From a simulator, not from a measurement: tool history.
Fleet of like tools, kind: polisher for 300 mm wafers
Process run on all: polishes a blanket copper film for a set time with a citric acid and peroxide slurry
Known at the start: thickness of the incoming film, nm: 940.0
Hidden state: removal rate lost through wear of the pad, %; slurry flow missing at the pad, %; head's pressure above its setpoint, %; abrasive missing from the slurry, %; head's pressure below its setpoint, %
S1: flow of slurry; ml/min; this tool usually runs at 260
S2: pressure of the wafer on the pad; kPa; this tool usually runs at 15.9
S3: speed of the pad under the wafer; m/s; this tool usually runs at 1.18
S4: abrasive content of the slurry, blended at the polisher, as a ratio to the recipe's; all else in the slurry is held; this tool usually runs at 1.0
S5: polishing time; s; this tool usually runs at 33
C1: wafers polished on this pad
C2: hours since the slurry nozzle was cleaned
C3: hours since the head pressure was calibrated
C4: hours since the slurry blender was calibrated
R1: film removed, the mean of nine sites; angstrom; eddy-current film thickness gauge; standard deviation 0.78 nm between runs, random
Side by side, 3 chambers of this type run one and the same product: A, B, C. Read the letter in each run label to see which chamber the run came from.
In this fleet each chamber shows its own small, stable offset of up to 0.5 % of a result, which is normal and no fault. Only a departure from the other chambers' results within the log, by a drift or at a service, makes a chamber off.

run   hour   S1    S2    S3   S4  S5    C1     C2     C3     C4      R1
       4.2  -- chamber C: worn pad replaced by a new one
       5.6  -- chamber C: slurry nozzle cleaned
 1A   13.3  260  15.9  1.18  1.0  33   480  165.8   70.6  118.1  643.66
 2C   22.4  260  15.9  1.18  1.0  33   177   16.9  183.0  115.2  636.30
 3B   33.0  260  15.9  1.18  1.0  33   929  205.6  385.3  105.2  619.18
 4A   40.4  260  15.9  1.18  1.0  33   743  192.9   97.7  145.2  620.43
      46.0  -- chamber B: worn pad replaced by a new one
 5B   53.0  260  15.9  1.18  1.0  33    68  225.6  405.3  125.2  605.95
 6C   62.8  260  15.9  1.18  1.0  33   568   57.3  223.4  155.6  619.91
 7B   69.4  260  15.9  1.18  1.0  33   226  242.0  421.7  141.6  632.29
      76.2  -- chamber A: worn pad replaced by a new one
 8C   80.5  260  15.9  1.18  1.0  33   739   75.0  241.1  173.3  622.49
 9A   88.6  260  15.9  1.18  1.0  33   120  241.1  145.9  193.4  626.92
10A   98.5  260  15.9  1.18  1.0  33   216  251.0  155.8  203.3  627.06
11C  106.8  285  15.9  1.18  1.0  33   993  101.3  267.4  199.6  629.09
     109.3  -- chamber C: worn pad replaced by a new one
12B  118.2  285  15.9  1.18  1.0  33   698  290.8  470.5  190.4  609.83
13B  128.2  285  15.9  1.18  1.0  33   795  300.8  480.5  200.4  593.37
14C  135.5  175  15.9  1.18  1.0  33   253  130.0  296.1  228.3  595.35
15A  144.0  175  15.9  1.18  1.0  33   656  296.5  201.3  248.8  592.24
16A  154.7  175  15.9  1.18  1.0  33   760  307.2  212.0  259.5  599.22
     163.9  -- chamber B: worn pad replaced by a new one
17B  164.0  260  15.9  1.18  1.0  33     1  336.6  516.3  236.2  616.34
18C  170.4  260  15.9  1.18  1.0  33   591  164.9  331.0  263.2  618.43
19A  179.4  260  15.9  1.18  1.0  33   999  331.9  236.7  284.2  613.68
20C  189.3  190  15.9  1.44  1.0  33   774  183.8  349.9  282.1  733.97
     192.8  -- chamber C: worn pad replaced by a new one
21B  199.5  190  15.9  1.44  1.0  33   344  372.1  551.8  271.7  706.05
     200.4  -- chamber B: head pressure recalibrated
     205.1  -- chamber A: worn pad replaced by a new one
22C  207.2  190  15.9  1.44  1.0  33   139  201.7  367.8  300.0  722.48
     207.3  -- chamber C: slurry blender recalibrated
23A  217.0  260  15.9  1.18  1.0  33   115  369.5  274.3  321.8  619.62
24B  229.0  260  15.9  1.18  1.0  33   630  401.6   28.6  301.2  605.64
25A  235.2  260  15.9  1.18  1.0  33   291  387.7  292.5  340.0  635.98
26B  241.7  260  15.9  1.18  1.0  33   753  414.3   41.3  313.9  613.46
27C  250.8  300  18.6  1.18  1.0  33   561  245.3  411.4   43.5  735.03
28B  264.4  300  18.6  1.18  1.0  33   972  437.0   64.0  336.6  705.73
29C  275.8  300  18.6  1.18  1.0  33   803  270.3  436.4   68.5  736.67
30A  284.7  260  15.9  0.80  1.0  33   770  437.2  342.0  389.5  423.08
31B  292.3  260  15.9  0.80  1.0  33  1242  464.9   91.9  364.5  412.52
     294.0  -- chamber C: worn pad replaced by a new one
     300.1  -- chamber B: worn pad replaced by a new one
32C  300.8  260  15.9  0.80  1.0  33    66  295.3  461.4   93.5  425.54
33A  308.0  260  15.9  0.80  1.2  33   995  460.5  365.3  412.8  439.39
34A  320.0  260  15.9  0.80  1.2  33  1111  472.5  377.3  424.8  434.72
35B  330.9  260  15.9  0.80  1.2  33   298  503.5  130.5  403.1  413.61
     331.8  -- chamber A: slurry nozzle cleaned
     334.6  -- chamber B: slurry nozzle cleaned
36C  340.6  300  13.8  1.18  1.0  33   451  335.1  501.2  133.3  546.63
37A  348.4  300  13.8  1.18  1.0  33  1386   16.7  405.7  453.2  551.14
     351.0  -- chamber A: worn pad replaced by a new one
38C  360.8  300  13.8  1.18  1.0  33   647  355.3  521.4  153.5  544.10
39B  371.1  260  15.9  1.18  1.0  33   687   36.5  170.7  443.3  579.96
     376.6  -- chamber A: slurry blender recalibrated
40A  377.2  260  15.9  1.18  1.0  33   253   45.5  434.5    0.7  628.39
41C  389.1  345  15.9  1.18  1.0  33   920  383.6  549.7  181.8  630.01
42B  397.3  345  15.9  1.18  1.0  33   941   62.7  196.9  469.5  598.21
     401.8  -- chamber C: worn pad replaced by a new one
43C  405.6  345  15.9  1.18  1.0  33    37  400.1  566.2  198.3  634.74
44A  417.8  260  15.9  1.18  1.0  33   646   86.1  475.1   41.3  628.67

For the next run the whole fleet of 3 chambers uses the same settings. Give each chamber's results:
45A  428.0  260  15.9  1.18  1.0  33                   ?
45B  428.0  260  15.9  1.18  1.0  33                   ?
45C  428.0  260  15.9  1.18  1.0  33                   ?

run      R1
45A  618.16
45B  581.90
45C  626.08
